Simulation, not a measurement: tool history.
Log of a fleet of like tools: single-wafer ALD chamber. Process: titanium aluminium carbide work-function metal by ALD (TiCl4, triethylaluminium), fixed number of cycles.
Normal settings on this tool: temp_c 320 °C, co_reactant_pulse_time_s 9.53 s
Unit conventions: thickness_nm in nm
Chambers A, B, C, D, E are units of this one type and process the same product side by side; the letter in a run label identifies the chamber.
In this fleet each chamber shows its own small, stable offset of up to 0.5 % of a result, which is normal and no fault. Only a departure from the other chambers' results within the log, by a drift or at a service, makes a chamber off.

run,hour,temp_c,co_reactant_pulse_time_s,hours since the last thermocouple change,hours since the last triethylaluminium bottle change,"read-back reference wafer on the same gauge, thickness_nm",thickness_nm
1A,7.1,320,9.53,46.1,86.6,1.9901,2.1619
2C,11.3,320,9.53,1089,51,1.9909,2.1733
3B,19.6,320,9.53,587.9,1017.7,1.9903,2.1669
4E,25.7,320,9.53,409.7,83.8,1.9906,2.1552
5D,29.9,320,9.53,637,513.9,1.9909,2.1526
6A,39.5,310,5.83,78.5,119,1.9911,1.8711
7B,46.3,310,5.83,614.6,1044.4,1.9909,1.8676
8D,54.3,310,5.83,661.4,538.3,1.9911,1.8656
9E,62.5,310,5.83,446.5,120.6,1.992,1.8625
10C,70.1,310,5.83,1147.8,109.8,1.992,1.8828
11C,79.6,320,9.53,1157.3,119.3,1.9923,2.1735
12A,87,320,9.53,126,166.5,1.993,2.1642
13B,93.8,320,9.53,662.1,1091.9,1.993,2.1686
14D,102.1,320,9.53,709.2,586.1,1.993,2.1583
15E,110.6,320,9.53,494.6,168.7,1.9928,2.1571
16E,115.8,320,9.53,499.8,173.9,1.9933,2.1608
17D,124.9,320,9.53,732,608.9,1.9932,2.1594
18C,130.5,320,9.53,1208.2,170.2,1.9944,2.1751
19B,138.1,320,9.53,706.4,1136.2,1.9938,2.1728
20A,147,320,9.53,186,226.5,1.9944,2.1695
21C,155.2,320,9.53,1232.9,194.9,1.9952,2.1789
22E,163.9,320,9.53,547.9,222,1.9947,2.1587
23D,169.8,320,9.53,776.9,653.8,1.995,2.1604
24B,178.9,320,9.53,747.2,1177,1.9951,2.179
25A,183.4,320,9.53,222.4,262.9,1.9957,2.1698
26B,190.2,320,9.53,758.5,1188.3,1.995,2.1753
27C,198.6,320,9.53,1276.3,238.3,1.9963,2.1748
28A,205.4,320,9.53,244.4,284.9,1.9965,2.1716
29E,214.7,320,9.53,598.7,272.8,1.9957,2.1622
30D,220.6,320,9.53,827.7,704.6,1.9964,2.1593
31B,229.9,320,9.53,798.2,1228,1.9967,2.1772
32A,235.1,310,9.53,274.1,314.6,1.9969,2.0788
33D,240.4,310,9.53,847.5,724.4,1.9971,2.0724
34E,246.3,310,9.53,630.3,304.4,1.9967,2.0774
35C,255.3,310,9.53,1333,295,1.9966,2.0901
36B,264.2,310,9.53,832.5,1262.3,1.9976,2.0857
37E,268.7,320,9.53,652.7,326.8,1.998,2.1572
38C,273.5,320,8.17,1351.2,313.2,1.9976,2.1277
39D,281.7,320,8.17,888.8,765.7,1.9986,2.1161
40A,288.2,320,8.17,327.2,367.7,1.9987,2.1181
41B,295.9,320,8.17,864.2,1294,1.9986,2.1274
42A,304.1,320,8.17,343.1,383.6,1.9992,2.12
43C,309.2,320,9.53,1386.9,348.9,1.9989,2.1771
44D,314,320,9.53,921.1,798,1.9991,2.1682

Decide between three cases: one chamber stands off from its peers, the gauge reading all wafers drifts, or nothing is wrong past each chamber's small offset. Where a chamber is off, say which and what most likely put it there.

Gauge drift. The chambers move together only on paper, and none stands off.
Cause: gauge reads high (%) = 0.48.
